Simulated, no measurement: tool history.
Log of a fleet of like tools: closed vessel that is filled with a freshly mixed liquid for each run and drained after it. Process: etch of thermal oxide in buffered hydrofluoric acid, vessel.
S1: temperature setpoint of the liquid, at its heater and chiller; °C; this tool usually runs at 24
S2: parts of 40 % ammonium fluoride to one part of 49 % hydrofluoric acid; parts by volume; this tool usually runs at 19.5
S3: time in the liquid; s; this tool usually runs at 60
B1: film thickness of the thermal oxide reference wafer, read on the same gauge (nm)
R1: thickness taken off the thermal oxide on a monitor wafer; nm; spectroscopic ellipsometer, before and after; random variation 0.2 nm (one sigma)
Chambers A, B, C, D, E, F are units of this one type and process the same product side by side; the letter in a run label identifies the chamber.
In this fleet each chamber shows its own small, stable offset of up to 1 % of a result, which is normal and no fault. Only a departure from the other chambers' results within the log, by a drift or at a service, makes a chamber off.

run     day    S1    S2  S3      B1      R1
 1A   0.379    24  19.5  60  99.983   35.29
 2D   0.962    24  19.5  60  99.991  35.357
 3B   1.279    24  19.5  60  99.974  34.872
 4C   1.796    24  19.5  60  99.975  35.036
 5E   2.342    24  19.5  60  99.989  35.071
 6F   2.854    24  19.5  60     100   34.69
 7B   3.283    24  19.5  60  99.964   34.78
 8C   3.654    24  19.5  60  100.01  35.444
 9E   4.104    24  19.5  60  100.05  34.959
10F     4.6    24  19.5  60  100.03  34.927
11A   4.983    24  19.5  60  100.02   34.95
12D   5.583    24  19.5  60  99.984  35.256
      5.717  -- chamber B: hydrofluoric acid flow meter replaced
13C   6.271    24  19.5  60  100.01  35.467
14D   6.642    24  19.5  60  100.02  35.131
15B    7.25    24    16  75  100.02  52.732
16E   7.833    24    16  75  99.993  51.765
17F     8.4    24    16  75     100  52.749
18A   8.896    24    16  75  100.03  53.544
19C   9.321    24    16  75     100  53.017
20B   9.883    24    16  75  99.965  53.076
21F  10.208    24  19.5  60  100.02  34.582
22E  10.717  19.5  19.5  60  99.984  26.029
     11.088  -- chamber C: hydrofluoric acid flow meter replaced
23A  11.217  19.5  19.5  60  100.03  27.563
24D  11.888  19.5  19.5  60  100.01   27.13
25E  12.375  19.5  19.5  60  100.01  26.005
     12.579  -- chamber A: thermometer replaced
26C  13.025  19.5  19.5  60  99.961  27.418
27A  13.354  19.5  19.5  60  100.01  27.416
28D  14.025    24  19.5  60  100.02  35.149
29F  14.429    24  19.5  60  99.995  34.632
30B  14.892    24  19.5  60  100.04  35.274
31C  15.458    24  19.5  60  100.01  35.284
32D  16.108    24  19.5  60  99.985  35.373
33E  16.729    24  19.5  60  99.985  32.345
34A  17.204    24  19.5  60  100.04  34.927
35B  17.538    24  19.5  60  99.982  34.806
36F  17.958    24  19.5  60  99.974  34.915
37C  18.446    24  19.5  60  100.02  34.982
     19.083  -- chamber C: thermometer replaced
38F    19.1    24  19.5  60  99.977  34.836
39A  19.442    24  19.5  60  99.965  34.973
40D  20.079    24    13  30  99.979  26.227
41E  20.638    24    13  30  100.01  24.044
42B  21.279    24    13  30  100.03  25.689
43C  21.696    24    13  30  100.02  26.316

Is one chamber off against the others, does the gauge drift, or is nothing wrong? If a chamber is off, say which, and what the likeliest cause is.

It is chamber E that slowly wanders off from its peers.
Cause: liquid colder than its thermometer reads (K) = 1.4.
The log might look much the same if the cause were instead: hydrofluoric acid flow below the setpoint (%).

Here are 4 candidates for chamber E's next run, each the usual settings with a change, their results left as question marks. Which one brings its results back in line with what the others give on the usual settings?
In-line tolerance around the mean of the other chambers on the usual settings: R1 0.71 nm
44E-1  22.192    24  20.5  60       ?
44E-2  22.192  23.5    21  60       ?
44E-3  22.192  24.5  18.5  60       ?
44E-4  22.192    24    19  60       ?

What the other chambers average on the usual settings: R1 35.012 nm
  run      R1
44E-1   31.01
44E-2  29.657
44E-3  34.941
44E-4  33.121
Change 44E-3 lands the chamber within the allowed miss of the other chambers.
